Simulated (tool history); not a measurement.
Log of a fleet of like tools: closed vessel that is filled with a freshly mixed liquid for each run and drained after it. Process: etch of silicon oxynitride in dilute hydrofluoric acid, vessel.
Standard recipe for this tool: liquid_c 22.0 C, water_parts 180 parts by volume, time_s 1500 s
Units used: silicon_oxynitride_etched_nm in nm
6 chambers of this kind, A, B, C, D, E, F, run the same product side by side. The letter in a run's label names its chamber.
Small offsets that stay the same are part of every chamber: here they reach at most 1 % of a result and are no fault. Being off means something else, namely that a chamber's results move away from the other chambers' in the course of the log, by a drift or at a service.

run,hour,liquid_c,water_parts,time_s,hours since the thermometer was replaced,hours since the hydrofluoric acid flow meter was replaced,"read-back film thickness of the silicon oxynitride reference wafer, read on the same gauge (nm)",silicon_oxynitride_etched_nm
1E,10.2,22.0,180,1500,1111.5,945.5,110.00,25.007
2C,18.7,22.0,180,1500,403.1,544.3,109.98,25.517
3D,28.3,22.0,180,1500,1194.2,1221.5,110.00,25.549
4F,35.7,22.0,180,1500,1772.1,1999.9,109.99,25.204
# hour 43.6: chamber D: thermometer replaced
5A,49.3,22.0,180,1500,292.1,97.6,110.01,25.436
# hour 56.4: chamber F: hydrofluoric acid flow meter replaced
6B,58.4,26.0,180,1500,424.3,185.7,109.99,30.269
7D,66.9,26.0,180,1500,23.4,1260.1,109.99,30.511
8B,75.7,26.0,180,1500,441.6,203.0,110.01,30.469
9F,90.5,26.0,180,1500,1826.9,34.1,109.99,29.692
10E,103.2,26.0,180,1500,1204.5,1038.5,109.99,30.133
11C,117.3,26.0,180,1500,501.7,642.9,110.00,30.378
12A,126.8,22.0,180,1500,369.6,175.1,110.01,25.475
13B,134.6,22.0,180,1500,500.5,261.9,110.01,24.889
14A,149.9,22.0,180,1500,392.7,198.2,110.02,24.858
15C,156.8,22.0,180,1500,541.2,682.4,110.01,25.073
16D,172.6,22.0,180,1500,129.1,1365.8,110.02,25.724
17E,188.0,17.5,180,1210,1289.3,1123.3,110.00,16.461
18F,196.5,17.5,180,1210,1932.9,140.1,109.99,16.695
19B,205.8,17.5,180,1210,571.7,333.1,110.00,16.712
# hour 205.9: chamber C: hydrofluoric acid flow meter replaced
20A,219.8,17.5,180,1210,462.6,268.1,110.00,16.277
21C,228.4,17.5,180,1210,612.8,22.6,109.99,16.378
# hour 232.9: chamber E: hydrofluoric acid flow meter replaced
22F,235.3,17.5,180,1210,1971.7,178.9,110.01,16.415
23E,246.9,22.0,180,1500,1348.2,14.0,110.03,25.435
24D,260.1,22.0,180,1500,216.6,1453.3,109.99,25.388
25B,268.4,22.0,180,1500,634.3,395.7,110.01,25.259
26E,279.2,22.0,180,1500,1380.5,46.3,110.01,25.070
27F,295.0,22.0,180,1500,2031.4,238.6,109.98,25.112
28D,310.3,22.0,180,1500,266.8,1503.5,110.00,25.754
29C,325.5,22.0,180,1500,709.9,119.7,110.02,25.364
30A,333.4,22.0,180,1500,576.2,381.7,110.01,24.380
31D,342.0,22.0,180,1500,298.5,1535.2,110.01,25.291
32C,349.2,22.0,180,1500,733.6,143.4,110.01,25.355
33F,362.5,22.0,180,1500,2098.9,306.1,109.99,24.791
34A,377.6,22.0,180,1500,620.4,425.9,110.00,24.245
35B,384.9,22.0,180,1500,750.8,512.2,110.03,24.990
36E,400.1,22.0,180,1500,1501.4,167.2,110.01,25.096
37E,411.6,22.0,180,1500,1512.9,178.7,110.01,24.968
38D,425.2,22.0,180,1500,381.7,1618.4,109.99,25.446
39F,436.2,24.0,180,1195,2172.6,379.8,109.99,21.760

Which is it: a chamber that has drifted or been left off by a service, a gauge drift common to all chambers, or only each chamber's usual small offset? If a chamber is off, name it and its likeliest cause.

Chamber A drifts away from the others.
Most likely cause: liquid colder than its thermometer reads (K) = 1.19.
From this log alone, it may not be told apart from: hydrofluoric acid flow below the setpoint (%).

Chamber A could run next with any of the 4 candidate recipes listed below; each alters the usual settings, and their results appear as question marks. Which one brings its results back in line with what the other chambers deliver on the usual settings?
In line here means within this much of the mean the other chambers give on the usual settings: silicon_oxynitride_etched_nm 0.630 nm
40A-1,447.5,22.0,175,1545,,,,?
40A-2,447.5,20.0,180,1500,,,,?
40A-3,447.5,22.0,165,1500,,,,?
40A-4,447.5,22.0,190,1500,,,,?

What the other chambers average on the usual settings: silicon_oxynitride_etched_nm 25.329 nm
run,silicon_oxynitride_etched_nm
40A-1,25.459
40A-2,21.824
40A-3,26.387
40A-4,22.545
The right change is 40A-1: it brings the chamber back within the allowed miss of the others.
